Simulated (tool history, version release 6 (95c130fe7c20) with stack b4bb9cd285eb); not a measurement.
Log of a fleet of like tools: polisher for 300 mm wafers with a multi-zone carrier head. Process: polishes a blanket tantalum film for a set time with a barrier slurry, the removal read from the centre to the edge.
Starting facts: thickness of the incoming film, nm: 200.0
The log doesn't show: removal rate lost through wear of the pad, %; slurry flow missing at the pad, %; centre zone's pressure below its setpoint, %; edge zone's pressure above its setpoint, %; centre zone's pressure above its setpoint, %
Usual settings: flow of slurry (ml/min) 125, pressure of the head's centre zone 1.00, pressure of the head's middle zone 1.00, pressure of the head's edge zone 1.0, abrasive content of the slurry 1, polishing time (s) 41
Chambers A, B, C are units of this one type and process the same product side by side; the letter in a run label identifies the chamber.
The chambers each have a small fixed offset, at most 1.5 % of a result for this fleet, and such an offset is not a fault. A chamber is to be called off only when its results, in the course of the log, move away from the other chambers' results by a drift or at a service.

run	day	flow of slurry (ml/min)	pressure of the head's centre zone	pressure of the head's middle zone	pressure of the head's edge zone	abrasive content of the slurry	polishing time (s)	wafers polished on this pad	hours since the slurry nozzle was cleaned	hours since the centre zone pressure was calibrated	hours since the edge zone pressure was calibrated	film removed at the wafer's centre (Å)	film removed at mid-radius (Å)	film removed at the wafer's edge (Å)
1A	0.342	125	1.00	1.00	1.0	1	41	1315	110.6	516.4	815.7	801.40	788.98	791.50
2C	0.679	125	1.00	1.00	1.0	1	41	401	57.6	367.4	236.2	788.61	788.02	783.83
# day 0.762: chamber A: worn pad replaced by a new one
# day 0.908: chamber B: slurry nozzle cleaned
3B	1.121	125	1.00	1.00	1.0	1	41	536	5.1	399.0	81.2	796.06	767.58	787.05
4C	1.496	125	1.00	1.00	1.0	1	41	624	77.2	387.0	255.8	785.75	778.60	781.24
5A	1.800	125	1.00	1.00	1.0	1	41	284	145.6	551.4	850.7	781.86	777.80	796.00
# day 1.833: chamber B: worn pad replaced by a new one
6B	2.162	125	1.00	1.00	1.0	1	41	90	30.1	424.0	106.2	801.14	785.89	793.35
7C	2.433	125	1.00	1.00	1.0	1	41	880	99.7	409.5	278.3	777.57	768.60	789.60
8A	2.896	125	1.00	1.00	1.0	1	41	582	171.9	577.7	877.0	777.57	785.39	800.41
9B	3.383	125	1.00	1.00	1.0	1	41	423	59.4	453.3	135.5	787.99	780.96	793.44
10C	3.662	125	1.00	1.00	1.0	1	41	1215	129.2	439.0	307.8	784.53	768.10	787.48
11A	4.067	125	1.00	1.00	1.0	1	41	902	200.0	605.8	905.1	781.49	786.12	789.94
# day 4.208: chamber C: worn pad replaced by a new one
12B	4.554	125	1.00	1.00	1.0	1	41	742	87.5	481.4	163.6	787.76	787.26	782.10
# day 4.775: chamber B: worn pad replaced by a new one
# day 4.954: chamber A: worn pad replaced by a new one
13B	5.067	125	1.00	1.00	1.0	1	41	79	99.8	493.7	175.9	796.51	787.00	790.62
14C	5.367	125	1.00	1.00	1.0	1	41	316	170.1	479.9	348.7	780.55	783.60	782.01
# day 5.508: chamber B: centre zone pressure recalibrated
15A	5.738	125	1.00	1.00	1.0	1	41	214	240.1	645.9	945.2	794.11	797.23	795.83
16C	6.108	125	0.94	1.00	1.0	1	32	518	187.9	497.7	366.5	576.92	613.45	609.32
17A	6.554	125	0.94	1.00	1.0	1	32	436	259.7	665.5	964.8	576.54	609.15	626.44
18B	6.867	125	0.94	1.00	1.0	1	32	570	143.0	32.7	219.1	580.06	603.97	617.26
19A	7.225	125	1.00	1.00	1.1	1	41	619	275.8	681.6	980.9	781.36	787.65	843.05
20B	7.688	125	1.00	1.00	1.1	1	41	794	162.7	52.4	238.8	775.52	779.29	833.51
21C	8.021	125	1.00	1.00	1.1	1	41	1040	233.8	543.6	412.4	781.41	774.21	832.01
# day 8.038: chamber C: edge zone pressure recalibrated
# day 8.142: chamber B: worn pad replaced by a new one
22C	8.446	125	1.00	1.00	1.0	1	41	1156	244.0	553.8	9.8	777.48	776.72	782.85
23A	8.692	160	1.00	0.95	1.0	1	41	1019	311.0	716.8	1016.1	819.25	788.86	821.70
24B	8.933	160	1.00	0.95	1.0	1	41	216	192.6	82.3	268.7	825.83	773.96	808.01
# day 9.221: chamber C: worn pad replaced by a new one
25B	9.421	160	1.00	0.95	1.0	1	41	349	204.3	94.0	280.4	830.22	764.16	815.20
# day 9.600: chamber A: centre zone pressure recalibrated
26C	9.775	125	1.00	1.00	1.0	1	41	151	275.9	585.7	41.7	768.58	787.93	793.15
# day 9.850: chamber A: slurry nozzle cleaned
# day 10.154: chamber A: worn pad replaced by a new one
27A	10.233	125	1.00	1.00	1.0	1	41	22	9.2	15.3	1053.1	721.38	782.04	796.17
28B	10.554	125	1.00	1.00	1.0	1	41	658	231.5	121.2	307.6	793.32	769.48	785.54
29C	10.829	125	1.00	1.00	1.0	1	41	439	301.2	611.0	67.0	769.60	768.79	775.88
30A	11.138	125	1.00	1.00	1.0	1	41	268	30.9	37.0	1074.8	724.99	797.62	794.96
# day 11.254: chamber B: worn pad replaced by a new one
31C	11.471	125	1.00	1.00	1.0	1	41	613	316.6	626.4	82.4	780.34	768.29	783.73
32B	11.950	125	1.00	1.00	1.0	1	41	190	265.0	154.7	341.1	792.34	779.76	779.52
33A	12.438	125	1.00	1.00	1.0	1	41	623	62.1	68.2	1106.0	732.96	777.16	797.93
34B	12.679	125	1.00	1.00	1.0	1	41	389	282.5	172.2	358.6	788.48	777.91	796.44
35A	12.992	125	1.00	1.00	1.0	1	41	774	75.4	81.5	1119.3	726.65	782.39	798.07
# day 13.246: chamber C: centre zone pressure recalibrated
36C	13.458	125	1.00	1.00	1.0	1	41	1155	364.3	5.2	130.1	772.27	769.28	787.96
# day 13.500: chamber C: worn pad replaced by a new one
37A	13.917	125	1.00	1.00	1.0	1	41	1026	97.6	103.7	1141.5	722.05	799.58	776.41
# day 14.046: chamber B: worn pad replaced by a new one
# day 14.079: chamber B: slurry nozzle cleaned
38B	14.312	125	1.00	1.00	1.0	1	41	73	5.6	211.4	397.8	798.61	801.51	794.25
39C	14.738	125	1.00	1.00	1.0	1	41	338	395.0	35.9	160.8	783.22	766.25	782.33
40C	15.067	125	1.00	1.00	1.0	1	41	427	402.9	43.8	168.7	779.52	766.37	789.07

All chambers now run identical settings, listed one chamber a line with results as question marks. What results will each chamber show?
41A	15.433	125	1.00	1.00	1.0	1	41					?	?	?
41B	15.433	125	1.00	1.00	1.0	1	41					?	?	?
41C	15.433	125	1.00	1.00	1.0	1	41					?	?	?

run	film removed at the wafer's centre (Å)	film removed at mid-radius (Å)	film removed at the wafer's edge (Å)
41A	731.34	778.24	790.97
41B	796.13	780.90	794.04
41C	765.03	764.50	786.75
